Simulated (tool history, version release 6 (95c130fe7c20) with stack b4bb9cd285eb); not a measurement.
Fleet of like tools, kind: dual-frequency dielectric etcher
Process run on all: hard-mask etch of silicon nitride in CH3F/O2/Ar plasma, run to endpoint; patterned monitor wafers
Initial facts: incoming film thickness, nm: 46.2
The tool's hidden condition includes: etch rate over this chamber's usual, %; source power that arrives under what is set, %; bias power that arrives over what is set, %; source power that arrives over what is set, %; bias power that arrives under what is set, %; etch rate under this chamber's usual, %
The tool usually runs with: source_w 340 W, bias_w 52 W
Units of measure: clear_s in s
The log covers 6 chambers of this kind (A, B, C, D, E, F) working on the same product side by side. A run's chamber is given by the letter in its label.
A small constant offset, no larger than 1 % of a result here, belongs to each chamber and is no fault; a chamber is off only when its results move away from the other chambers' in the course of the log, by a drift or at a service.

run,hour,source_w,bias_w,hours since the last wet clean,hours since the last source power generator calibration,hours since the last bias power generator calibration,clear_s
1B,9.5,340,52,371.9,578.0,2759.4,78.867
2C,16.8,340,52,287.4,2506.6,3267.7,79.026
3A,21.8,340,52,232.4,2078.0,802.7,78.709
4D,31.7,340,52,277.7,3915.2,1831.3,79.043
5F,39.5,340,52,158.9,3487.4,3432.5,78.640
6E,44.3,410,52,549.6,914.6,1815.4,73.818
# hour 46.8: chamber E: wet clean of the chamber
7B,51.1,410,52,413.5,619.6,2801.0,73.382
8C,56.6,410,52,327.2,2546.4,3307.5,73.768
# hour 58.7: chamber B: wet clean of the chamber
9F,61.8,410,52,181.2,3509.7,3454.8,73.046
10E,70.0,410,52,23.3,940.3,1841.1,73.767
11D,77.5,410,52,323.5,3961.0,1877.1,73.627
12A,87.2,340,52,297.8,2143.4,868.1,78.514
13A,91.7,340,52,302.3,2147.9,872.6,78.349
14B,100.2,340,52,41.5,668.7,2850.1,78.977
15C,105.3,340,52,375.9,2595.1,3356.2,78.972
16E,115.0,320,63,68.3,985.3,1886.1,76.242
17F,124.6,320,63,244.0,3572.5,3517.6,75.663
18D,133.5,320,63,379.5,4017.0,1933.1,76.135
19D,141.2,320,63,387.2,4024.7,1940.8,75.943
20B,150.0,320,63,91.3,718.5,2899.9,75.434
21C,158.3,320,63,428.9,2648.1,3409.2,75.734
22E,162.6,340,52,115.9,1032.9,1933.7,78.705
23F,171.9,340,52,291.3,3619.8,3564.9,78.635
24A,178.6,340,52,389.2,2234.8,959.5,79.004
25C,187.1,340,52,457.7,2676.9,3438.0,78.277
26B,197.0,340,52,138.3,765.5,2946.9,78.583
27D,203.6,340,52,449.6,4087.1,2003.2,79.495
28A,210.3,340,52,420.9,2266.5,991.2,78.856
29F,215.7,340,52,335.1,3663.6,3608.7,77.563
30E,220.9,340,52,174.2,1091.2,1992.0,79.263
31B,225.9,340,52,167.2,794.4,2975.8,78.829
# hour 232.0: chamber C: wet clean of the chamber
# hour 235.2: chamber C: bias power generator calibrated
32F,235.3,340,44,354.7,3683.2,3628.3,82.123
33A,244.8,340,44,455.4,2301.0,1025.7,82.845
34C,252.1,340,44,20.2,2741.9,17.0,83.280
35E,259.1,340,44,212.4,1129.4,2030.2,83.612
36D,267.6,340,44,513.6,4151.1,2067.2,83.745
37A,273.8,340,44,484.4,2330.0,1054.7,83.197
38C,282.4,340,52,50.5,2772.2,47.3,78.442
# hour 283.5: chamber D: wet clean of the chamber
39E,288.6,340,52,241.9,1158.9,2059.7,79.237
40D,293.2,340,52,9.8,4176.7,2092.8,78.928
41F,302.9,340,52,422.3,3750.8,3695.9,77.455
42B,311.6,340,52,252.9,880.1,3061.5,78.858

Predict what each chamber gives when all 6 of them run the settings below next.
43A,318.8,340,52,,,,?
43B,318.8,340,52,,,,?
43C,318.8,340,52,,,,?
43D,318.8,340,52,,,,?
43E,318.8,340,52,,,,?
43F,318.8,340,52,,,,?

run,clear_s
43A,78.750
43B,78.824
43C,78.345
43D,79.086
43E,78.961
43F,76.958
